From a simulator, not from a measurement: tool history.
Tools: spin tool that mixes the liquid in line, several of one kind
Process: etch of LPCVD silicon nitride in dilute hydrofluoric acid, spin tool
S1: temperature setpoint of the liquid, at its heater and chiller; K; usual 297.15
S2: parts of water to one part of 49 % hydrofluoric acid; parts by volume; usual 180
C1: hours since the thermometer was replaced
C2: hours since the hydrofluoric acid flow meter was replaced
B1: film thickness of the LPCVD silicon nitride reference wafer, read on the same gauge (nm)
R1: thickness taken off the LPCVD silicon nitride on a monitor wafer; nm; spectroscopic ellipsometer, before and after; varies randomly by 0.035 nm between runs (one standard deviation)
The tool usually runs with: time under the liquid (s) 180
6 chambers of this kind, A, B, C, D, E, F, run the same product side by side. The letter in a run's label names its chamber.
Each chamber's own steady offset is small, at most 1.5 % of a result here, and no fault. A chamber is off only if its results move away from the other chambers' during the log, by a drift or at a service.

{"hour": 7.0, "done": "chamber D: hydrofluoric acid flow meter replaced"}
{"run": "1C", "hour": 7.0, "S1": 297.15, "S2": 180, "time under the liquid (s)": 180, "C1": 414.3, "C2": 403.5, "B1": 70.026, "R1": 0.41967}
{"run": "2A", "hour": 17.3, "S1": 297.15, "S2": 180, "time under the liquid (s)": 180, "C1": 616.6, "C2": 959.2, "B1": 69.978, "R1": 0.39556}
{"hour": 23.3, "done": "chamber E: hydrofluoric acid flow meter replaced"}
{"run": "3F", "hour": 25.9, "S1": 297.15, "S2": 180, "time under the liquid (s)": 180, "C1": 1237.4, "C2": 1090.4, "B1": 69.986, "R1": 0.49231}
{"run": "4D", "hour": 32.8, "S1": 297.15, "S2": 180, "time under the liquid (s)": 180, "C1": 1154.5, "C2": 25.9, "B1": 69.989, "R1": 0.43986}
{"run": "5B", "hour": 40.8, "S1": 297.15, "S2": 240, "time under the liquid (s)": 260, "C1": 109.9, "C2": 531.3, "B1": 69.982, "R1": 0.46941}
{"run": "6E", "hour": 47.6, "S1": 297.15, "S2": 240, "time under the liquid (s)": 260, "C1": 1411.3, "C2": 24.3, "B1": 69.998, "R1": 0.46808}
{"run": "7F", "hour": 58.0, "S1": 297.15, "S2": 240, "time under the liquid (s)": 260, "C1": 1269.5, "C2": 1122.5, "B1": 70.004, "R1": 0.50473}
{"run": "8E", "hour": 68.8, "S1": 297.15, "S2": 240, "time under the liquid (s)": 260, "C1": 1432.5, "C2": 45.5, "B1": 69.971, "R1": 0.50401}
{"run": "9D", "hour": 80.8, "S1": 297.15, "S2": 240, "time under the liquid (s)": 260, "C1": 1202.5, "C2": 73.9, "B1": 70.03, "R1": 0.51417}
{"run": "10B", "hour": 86.6, "S1": 297.15, "S2": 240, "time under the liquid (s)": 260, "C1": 155.7, "C2": 577.1, "B1": 69.999, "R1": 0.42762}
{"run": "11C", "hour": 96.3, "S1": 297.15, "S2": 180, "time under the liquid (s)": 180, "C1": 503.6, "C2": 492.8, "B1": 69.987, "R1": 0.47239}
{"run": "12A", "hour": 106.4, "S1": 297.15, "S2": 180, "time under the liquid (s)": 180, "C1": 705.7, "C2": 1048.3, "B1": 70.004, "R1": 0.42525}
{"run": "13E", "hour": 116.4, "S1": 297.15, "S2": 180, "time under the liquid (s)": 180, "C1": 1480.1, "C2": 93.1, "B1": 70.015, "R1": 0.48782}
{"run": "14C", "hour": 127.9, "S1": 297.15, "S2": 180, "time under the liquid (s)": 180, "C1": 535.2, "C2": 524.4, "B1": 69.994, "R1": 0.41045}
{"run": "15F", "hour": 134.1, "S1": 300.65, "S2": 180, "time under the liquid (s)": 145, "C1": 1345.6, "C2": 1198.6, "B1": 69.998, "R1": 0.4349}
{"hour": 142.6, "done": "chamber F: thermometer replaced"}
{"run": "16D", "hour": 146.7, "S1": 300.65, "S2": 180, "time under the liquid (s)": 145, "C1": 1268.4, "C2": 139.8, "B1": 69.995, "R1": 0.40446}
{"run": "17A", "hour": 158.2, "S1": 300.65, "S2": 180, "time under the liquid (s)": 145, "C1": 757.5, "C2": 1100.1, "B1": 69.985, "R1": 0.39674}
{"run": "18B", "hour": 167.6, "S1": 300.65, "S2": 180, "time under the liquid (s)": 145, "C1": 236.7, "C2": 658.1, "B1": 70.032, "R1": 0.44415}
{"run": "19A", "hour": 178.6, "S1": 300.65, "S2": 180, "time under the liquid (s)": 145, "C1": 777.9, "C2": 1120.5, "B1": 70.009, "R1": 0.47277}
{"hour": 182.6, "done": "chamber A: thermometer replaced"}
{"run": "20B", "hour": 188.1, "S1": 300.65, "S2": 180, "time under the liquid (s)": 145, "C1": 257.2, "C2": 678.6, "B1": 70.002, "R1": 0.37302}
{"run": "21F", "hour": 201.1, "S1": 297.15, "S2": 180, "time under the liquid (s)": 180, "C1": 58.5, "C2": 1265.6, "B1": 70.005, "R1": 0.35938}
{"run": "22C", "hour": 207.8, "S1": 297.15, "S2": 180, "time under the liquid (s)": 180, "C1": 615.1, "C2": 604.3, "B1": 69.997, "R1": 0.42413}
{"run": "23E", "hour": 214.4, "S1": 297.15, "S2": 180, "time under the liquid (s)": 180, "C1": 1578.1, "C2": 191.1, "B1": 69.977, "R1": 0.39488}
{"run": "24D", "hour": 227.5, "S1": 297.15, "S2": 180, "time under the liquid (s)": 180, "C1": 1349.2, "C2": 220.6, "B1": 69.994, "R1": 0.39209}
{"run": "25A", "hour": 237.7, "S1": 297.15, "S2": 180, "time under the liquid (s)": 180, "C1": 55.1, "C2": 1179.6, "B1": 70.028, "R1": 0.43179}
{"run": "26E", "hour": 250.6, "S1": 297.15, "S2": 180, "time under the liquid (s)": 180, "C1": 1614.3, "C2": 227.3, "B1": 70.021, "R1": 0.45265}
{"run": "27C", "hour": 262.8, "S1": 297.15, "S2": 180, "time under the liquid (s)": 180, "C1": 670.1, "C2": 659.3, "B1": 69.991, "R1": 0.44324}
{"run": "28B", "hour": 270.5, "S1": 297.15, "S2": 180, "time under the liquid (s)": 180, "C1": 339.6, "C2": 761, "B1": 70.011, "R1": 0.41628}
{"run": "29F", "hour": 282.4, "S1": 297.15, "S2": 180, "time under the liquid (s)": 180, "C1": 139.8, "C2": 1346.9, "B1": 69.998, "R1": 0.45507}
{"run": "30D", "hour": 292.7, "S1": 297.15, "S2": 180, "time under the liquid (s)": 180, "C1": 1414.4, "C2": 285.8, "B1": 70.026, "R1": 0.43443}
{"run": "31D", "hour": 299.3, "S1": 297.15, "S2": 180, "time under the liquid (s)": 180, "C1": 1421, "C2": 292.4, "B1": 69.997, "R1": 0.41331}
{"run": "32A", "hour": 310.6, "S1": 300.15, "S2": 180, "time under the liquid (s)": 180, "C1": 128, "C2": 1252.5, "B1": 69.999, "R1": 0.51612}
{"run": "33C", "hour": 321.8, "S1": 300.15, "S2": 180, "time under the liquid (s)": 180, "C1": 729.1, "C2": 718.3, "B1": 70.013, "R1": 0.57847}
{"run": "34B", "hour": 329.3, "S1": 300.15, "S2": 180, "time under the liquid (s)": 180, "C1": 398.4, "C2": 819.8, "B1": 69.993, "R1": 0.45653}
{"run": "35F", "hour": 337.5, "S1": 300.15, "S2": 180, "time under the liquid (s)": 180, "C1": 194.9, "C2": 1402, "B1": 70.014, "R1": 0.47413}
{"run": "36E", "hour": 348.2, "S1": 300.15, "S2": 180, "time under the liquid (s)": 180, "C1": 1711.9, "C2": 324.9, "B1": 70.009, "R1": 0.54229}
{"run": "37F", "hour": 358.7, "S1": 300.15, "S2": 180, "time under the liquid (s)": 180, "C1": 216.1, "C2": 1423.2, "B1": 70, "R1": 0.47954}
{"run": "38A", "hour": 368.1, "S1": 297.15, "S2": 180, "time under the liquid (s)": 180, "C1": 185.5, "C2": 1310, "B1": 70.012, "R1": 0.4546}
{"run": "39C", "hour": 378.3, "S1": 297.15, "S2": 180, "time under the liquid (s)": 95, "C1": 785.6, "C2": 774.8, "B1": 70.011, "R1": 0.22398}
{"run": "40D", "hour": 390.2, "S1": 297.15, "S2": 180, "time under the liquid (s)": 95, "C1": 1511.9, "C2": 383.3, "B1": 70.008, "R1": 0.17911}
{"run": "41B", "hour": 401.3, "S1": 297.15, "S2": 180, "time under the liquid (s)": 95, "C1": 470.4, "C2": 891.8, "B1": 69.995, "R1": 0.22936}
{"run": "42E", "hour": 413.4, "S1": 297.15, "S2": 180, "time under the liquid (s)": 95, "C1": 1777.1, "C2": 390.1, "B1": 70.005, "R1": 0.225}

One chamber off, gauge drift, or nothing amiss beyond the chambers' own small offsets? If it is a chamber, which one, and what is the likeliest cause?

No chamber stands off beyond its own small offset, and the gauge holds steady.
